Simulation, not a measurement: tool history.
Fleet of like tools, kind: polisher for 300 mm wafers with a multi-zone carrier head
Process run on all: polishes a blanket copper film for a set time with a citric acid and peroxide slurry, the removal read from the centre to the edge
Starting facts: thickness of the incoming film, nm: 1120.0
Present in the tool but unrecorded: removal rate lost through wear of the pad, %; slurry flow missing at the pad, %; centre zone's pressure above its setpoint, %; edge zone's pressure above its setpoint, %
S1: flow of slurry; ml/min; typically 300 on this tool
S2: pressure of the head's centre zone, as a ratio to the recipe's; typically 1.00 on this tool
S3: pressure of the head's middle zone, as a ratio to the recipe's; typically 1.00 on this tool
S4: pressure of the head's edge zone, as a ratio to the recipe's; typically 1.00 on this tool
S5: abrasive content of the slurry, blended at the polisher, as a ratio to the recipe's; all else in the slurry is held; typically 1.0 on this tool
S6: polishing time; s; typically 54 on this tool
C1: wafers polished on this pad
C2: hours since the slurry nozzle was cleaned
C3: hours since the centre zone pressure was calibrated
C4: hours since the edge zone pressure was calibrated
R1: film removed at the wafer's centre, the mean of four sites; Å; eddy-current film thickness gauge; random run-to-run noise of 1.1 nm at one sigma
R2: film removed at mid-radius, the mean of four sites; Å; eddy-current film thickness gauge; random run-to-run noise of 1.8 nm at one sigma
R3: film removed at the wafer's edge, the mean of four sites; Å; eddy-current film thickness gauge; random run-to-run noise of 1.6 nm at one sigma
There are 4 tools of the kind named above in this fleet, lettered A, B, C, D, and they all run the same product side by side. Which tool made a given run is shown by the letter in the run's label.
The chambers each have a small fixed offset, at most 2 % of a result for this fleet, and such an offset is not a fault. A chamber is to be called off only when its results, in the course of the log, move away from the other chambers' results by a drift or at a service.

run   hour   S1    S2    S3    S4   S5  S6    C1     C2     C3      C4      R1      R2      R3
       4.7  -- chamber D: worn pad replaced by a new one
 1C    8.2  300  1.00  1.00  1.00  1.0  54   619  118.9  538.4   292.4  1375.8  1361.8  1390.6
 2B   15.2  300  1.00  1.00  1.00  1.0  54   542   75.9  552.1   886.5  1382.1  1388.9  1380.3
 3A   27.4  300  1.00  1.00  1.00  1.0  54   781  166.7  605.9   103.9  1386.9  1382.7  1386.3
      31.0  -- chamber A: worn pad replaced by a new one
      32.6  -- chamber A: centre zone pressure recalibrated
      37.0  -- chamber C: worn pad replaced by a new one
 4D   40.6  300  1.00  1.00  1.00  1.0  54   325  614.9   67.5  1033.8  1415.8  1411.2  1409.2
 5C   50.4  300  1.00  1.00  1.00  1.0  54   121  161.1  580.6   334.6  1383.1  1367.2  1392.1
 6A   65.0  300  1.00  1.00  1.00  1.0  54   308  204.3   32.5   141.5  1401.4  1376.0  1401.3
 7D   77.3  300  1.00  1.00  1.00  1.0  54   658  651.6  104.2  1070.5  1412.2  1397.0  1392.4
      87.7  -- chamber B: worn pad replaced by a new one
 8B   88.4  300  1.00  1.00  1.00  1.0  54     7  149.1  625.3   959.7  1369.5  1385.7  1350.4
 9A   99.4  300  0.89  1.00  1.00  0.7  54   619  238.7   66.9   175.9  1116.8  1291.6  1284.7
     111.6  -- chamber D: worn pad replaced by a new one
10C  114.3  300  0.89  1.00  1.00  0.7  54   700  225.0  644.5   398.5  1129.8  1259.5  1285.1
11D  121.4  300  0.89  1.00  1.00  0.7  54    89  695.7  148.3  1114.6  1137.2  1274.0  1303.9
     129.4  -- chamber C: worn pad replaced by a new one
12B  131.0  300  0.89  1.00  1.00  0.7  54   392  191.7  667.9  1002.3  1125.5  1314.0  1284.6
     140.2  -- chamber A: worn pad replaced by a new one
13D  143.6  300  1.00  1.00  1.00  1.0  54   290  717.9  170.5  1136.8  1400.0  1419.6  1386.6
     155.7  -- chamber D: edge zone pressure recalibrated
14B  157.6  300  1.00  1.00  1.10  1.0  54   633  218.3  694.5  1028.9  1368.4  1382.5  1440.1
15A  169.4  300  1.00  1.00  1.10  1.0  54   264  308.7  136.9   245.9  1399.1  1406.5  1469.2
     174.8  -- chamber C: centre zone pressure recalibrated
16C  176.7  300  1.00  1.00  1.10  1.0  54   429  287.4    1.9   460.9  1373.6  1390.5  1425.8
17D  190.2  300  1.00  1.00  1.10  1.0  54   712  764.5  217.1    34.5  1408.6  1397.0  1469.2
18B  198.4  300  1.00  1.00  1.00  1.0  54  1003  259.1  735.3  1069.7  1400.1  1395.8  1375.5
19A  209.5  300  1.00  1.00  1.00  1.0  54   628  348.8  177.0   286.0  1384.2  1393.1  1409.1
     210.5  -- chamber D: worn pad replaced by a new one
     219.2  -- chamber B: worn pad replaced by a new one
     220.4  -- chamber C: worn pad replaced by a new one
     220.5  -- chamber B: slurry nozzle cleaned
20C  225.1  300  1.00  1.00  1.00  1.0  54    43  335.8   50.3   509.3  1371.3  1381.0  1371.7
     232.7  -- chamber C: slurry nozzle cleaned
21D  238.6  300  1.00  1.00  1.00  1.0  54   254  812.9  265.5    82.9  1408.7  1410.1  1394.7
     239.3  -- chamber A: worn pad replaced by a new one
     241.4  -- chamber B: edge zone pressure recalibrated
22C  254.3  300  1.00  1.00  1.00  1.0  54   307   21.6   79.5   538.5  1382.8  1367.9  1394.5
     265.5  -- chamber B: centre zone pressure recalibrated
23A  268.2  300  1.00  1.00  1.00  1.0  54   262  407.5  235.7   344.7  1397.1  1394.3  1380.5
24B  276.5  335  1.08  1.00  1.00  1.0  54   519   56.1   11.1    35.2  1547.0  1378.3  1390.1
25C  285.7  335  1.08  1.00  1.00  1.0  54   591   53.0  110.9   569.9  1514.2  1376.5  1404.0
26A  295.2  335  1.08  1.00  1.00  1.0  54   507  434.5  262.7   371.7  1529.8  1395.1  1392.2
     297.7  -- chamber D: worn pad replaced by a new one
27B  309.5  335  1.08  1.00  1.00  1.0  54   818   89.1   44.1    68.2  1499.2  1428.5  1386.0
28D  317.6  300  1.00  1.00  1.00  1.0  54   180  891.9  344.5   161.9  1409.9  1371.6  1379.5
     321.8  -- chamber C: worn pad replaced by a new one
     331.0  -- chamber B: worn pad replaced by a new one
29D  332.0  300  1.00  1.00  1.00  1.0  54   310  906.3  358.9   176.3  1389.0  1371.6  1386.6
     332.7  -- chamber C: edge zone pressure recalibrated
     341.6  -- chamber A: worn pad replaced by a new one
30C  341.9  300  1.00  1.00  1.00  1.0  54   182  109.2  167.1     9.2  1380.6  1389.8  1387.8
31B  352.6  300  1.00  1.00  1.00  1.0  54   195  132.2   87.2   111.3  1380.5  1396.5  1390.8
32A  361.5  300  1.00  1.00  1.00  1.0  54   180  500.8  329.0   438.0  1397.1  1369.1  1415.0
     366.4  -- chamber A: slurry nozzle cleaned
33A  370.7  300  1.00  0.91  1.00  1.0  54   263    4.4  338.2   447.2  1385.7  1279.6  1415.1
34D  381.7  300  1.00  0.91  1.00  1.0  54   760  956.0  408.6   226.0  1412.2  1299.9  1385.5
35B  394.4  300  1.00  0.91  1.00  1.0  54   574  174.0  129.0   153.1  1363.4  1255.1  1354.2
36C  402.7  300  1.00  0.91  1.00  1.0  54   733  170.0  227.9    70.0  1369.0  1267.6  1395.5
     410.0  -- chamber D: worn pad replaced by a new one
37C  410.3  300  1.00  1.00  0.88  1.0  54   801  177.6  235.5    77.6  1393.7  1361.8  1298.1
     420.5  -- chamber C: worn pad replaced by a new one
38D  420.8  300  1.00  1.00  0.88  1.0  54    98  995.1  447.7   265.1  1401.3  1417.1  1290.5
     430.8  -- chamber D: centre zone pressure recalibrated
39B  432.7  300  1.00  1.00  0.88  1.0  54   921  212.3  167.3   191.4  1384.2  1392.2  1291.7
40A  442.3  300  1.00  1.00  0.88  1.0  54   912   76.0  409.8   518.8  1390.3  1380.1  1287.8
     443.5  -- chamber D: slurry nozzle cleaned
     446.6  -- chamber A: worn pad replaced by a new one
     448.9  -- chamber B: worn pad replaced by a new one
41A  457.5  300  1.00  1.00  1.00  1.0  54    99   91.2  425.0   534.0  1394.7  1373.8  1376.8
42C  469.4  300  1.00  1.00  1.00  1.0  54   443  236.7  294.6   136.7  1385.8  1352.5  1378.6
43B  478.8  300  1.00  1.00  1.00  1.0  54   270  258.4  213.4   237.5  1367.6  1392.9  1375.8
44D  491.9  300  1.00  1.00  1.00  1.0  54   742   48.4   61.2   336.2  1401.7  1404.4  1378.5

All chambers now run identical settings, listed one chamber a line with results as question marks. What results will each chamber show?
45A  503.3  300  1.00  1.00  1.00  1.0  54                   ?   ?   ?
45B  503.3  300  1.00  1.00  1.00  1.0  54                   ?   ?   ?
45C  503.3  300  1.00  1.00  1.00  1.0  54                   ?   ?   ?
45D  503.3  300  1.00  1.00  1.00  1.0  54                   ?   ?   ?

run      R1      R2      R3
45A  1400.9  1380.8  1370.8
45B  1388.9  1383.4  1385.5
45C  1362.7  1389.3  1408.7
45D  1412.3  1393.9  1354.0
